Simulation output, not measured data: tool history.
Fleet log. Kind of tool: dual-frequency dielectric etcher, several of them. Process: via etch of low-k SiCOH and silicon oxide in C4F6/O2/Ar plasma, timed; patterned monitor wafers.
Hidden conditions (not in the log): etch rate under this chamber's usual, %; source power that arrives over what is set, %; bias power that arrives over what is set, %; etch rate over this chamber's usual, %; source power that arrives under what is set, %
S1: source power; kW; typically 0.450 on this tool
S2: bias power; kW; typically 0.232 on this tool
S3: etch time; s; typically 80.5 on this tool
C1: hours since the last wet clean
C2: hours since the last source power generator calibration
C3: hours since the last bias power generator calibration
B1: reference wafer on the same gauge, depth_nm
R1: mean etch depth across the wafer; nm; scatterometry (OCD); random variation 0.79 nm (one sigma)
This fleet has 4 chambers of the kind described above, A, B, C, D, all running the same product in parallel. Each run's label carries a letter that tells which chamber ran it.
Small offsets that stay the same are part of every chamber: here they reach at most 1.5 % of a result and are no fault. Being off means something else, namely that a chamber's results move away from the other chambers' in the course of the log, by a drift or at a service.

run,day,S1,S2,S3,C1,C2,C3,B1,R1
1C,0.179,0.450,0.232,80.5,317.8,763.7,3113.9,281.12,252.07
2D,0.371,0.450,0.232,80.5,117.0,224.1,2086.4,281.16,255.43
3A,0.629,0.450,0.232,80.5,235.4,1542.3,758.0,280.88,253.70
4B,0.879,0.450,0.232,80.5,180.1,1702.5,1128.5,281.09,258.69
5B,1.021,0.450,0.232,80.5,183.5,1705.9,1131.9,280.85,257.98
6C,1.250,0.450,0.232,80.5,343.5,789.4,3139.6,281.01,253.90
7D,1.404,0.450,0.232,80.5,141.8,248.9,2111.2,280.98,255.23
8A,1.546,0.450,0.232,80.5,257.4,1564.3,780.0,281.27,254.40
9D,1.842,0.450,0.232,80.5,152.3,259.4,2121.7,281.00,256.01
10A,2.046,0.450,0.232,80.5,269.4,1576.3,792.0,280.86,251.98
11B,2.342,0.450,0.232,80.5,215.2,1737.6,1163.6,280.83,257.23
12C,2.604,0.450,0.232,80.5,376.0,821.9,3172.1,281.08,253.93
13D,2.896,0.450,0.232,80.5,177.6,284.7,2147.0,281.03,255.15
14B,3.029,0.450,0.232,80.5,231.7,1754.1,1180.1,280.98,258.09
15C,3.308,0.450,0.232,80.5,392.9,838.8,3189.0,280.87,252.87
16A,3.583,0.450,0.232,80.5,306.3,1613.2,828.9,281.11,252.35
17C,3.858,0.450,0.232,80.5,406.1,852.0,3202.2,281.02,252.89
18D,4.025,0.560,0.232,98.0,204.7,311.8,2174.1,281.10,339.11
19A,4.317,0.560,0.232,98.0,323.9,1630.8,846.5,281.07,334.60
20B,4.583,0.560,0.232,98.0,269.0,1791.4,1217.4,281.12,341.33
21B,4.871,0.560,0.232,98.0,275.9,1798.3,1224.3,281.25,339.77
# day 5.092: chamber A: wet clean of the chamber
# day 5.121: chamber C: wet clean of the chamber
22A,5.162,0.450,0.232,80.5,1.8,1651.1,866.8,281.10,252.86
23D,5.317,0.450,0.232,80.5,235.7,342.8,2205.1,280.88,257.48
24C,5.529,0.450,0.232,80.5,9.9,892.1,3242.3,281.11,247.79
25B,5.742,0.450,0.232,80.5,296.8,1819.2,1245.2,280.96,255.48
26A,5.979,0.450,0.258,58.5,21.4,1670.7,886.4,280.71,191.92
27D,6.138,0.450,0.258,58.5,255.4,362.5,2224.8,281.09,191.43
# day 6.375: chamber C: bias power generator calibrated
28C,6.388,0.450,0.258,58.5,30.5,912.7,0.4,281.03,187.52
29C,6.588,0.450,0.258,58.5,35.3,917.5,5.2,280.77,186.15
30A,6.796,0.420,0.232,95.0,41.0,1690.3,906.0,281.30,290.36
31D,6.950,0.420,0.232,95.0,274.9,382.0,2244.3,281.02,295.19
32B,7.138,0.420,0.232,95.0,330.3,1852.7,1278.7,281.15,295.77
33A,7.383,0.420,0.232,95.0,55.1,1704.4,920.1,280.97,292.58
34C,7.667,0.450,0.232,80.5,61.2,943.4,31.1,280.92,248.10
35B,7.946,0.450,0.232,80.5,349.7,1872.1,1298.1,280.92,258.09

Decide between three cases: one chamber stands off from its peers, the gauge reading all wafers drifts, or nothing is wrong past each chamber's small offset. Where a chamber is off, say which and what most likely put it there.

After it was serviced, chamber C no longer matches the other chambers.
Cause: etch rate under this chamber's usual, % = 1.82.

Which of the 4 candidates below, each the usual settings with something changed and its results left as question marks, puts chamber C back in line with what the other chambers give on the usual settings?
Maximum distance from the other chambers' mean on the usual settings for a result to count as in line: R1 2.80 nm
36C-1,8.154,0.450,0.231,78.5,,,,,?
36C-2,8.154,0.460,0.234,84.0,,,,,?
36C-3,8.154,0.450,0.232,82.5,,,,,?
36C-4,8.154,0.440,0.230,77.0,,,,,?

On the usual settings, the other chambers give on average: R1 255.50 nm
run,R1
36C-1,241.90
36C-2,262.17
36C-3,254.59
36C-4,234.89
36C-3 puts the chamber back in line with the other chambers.
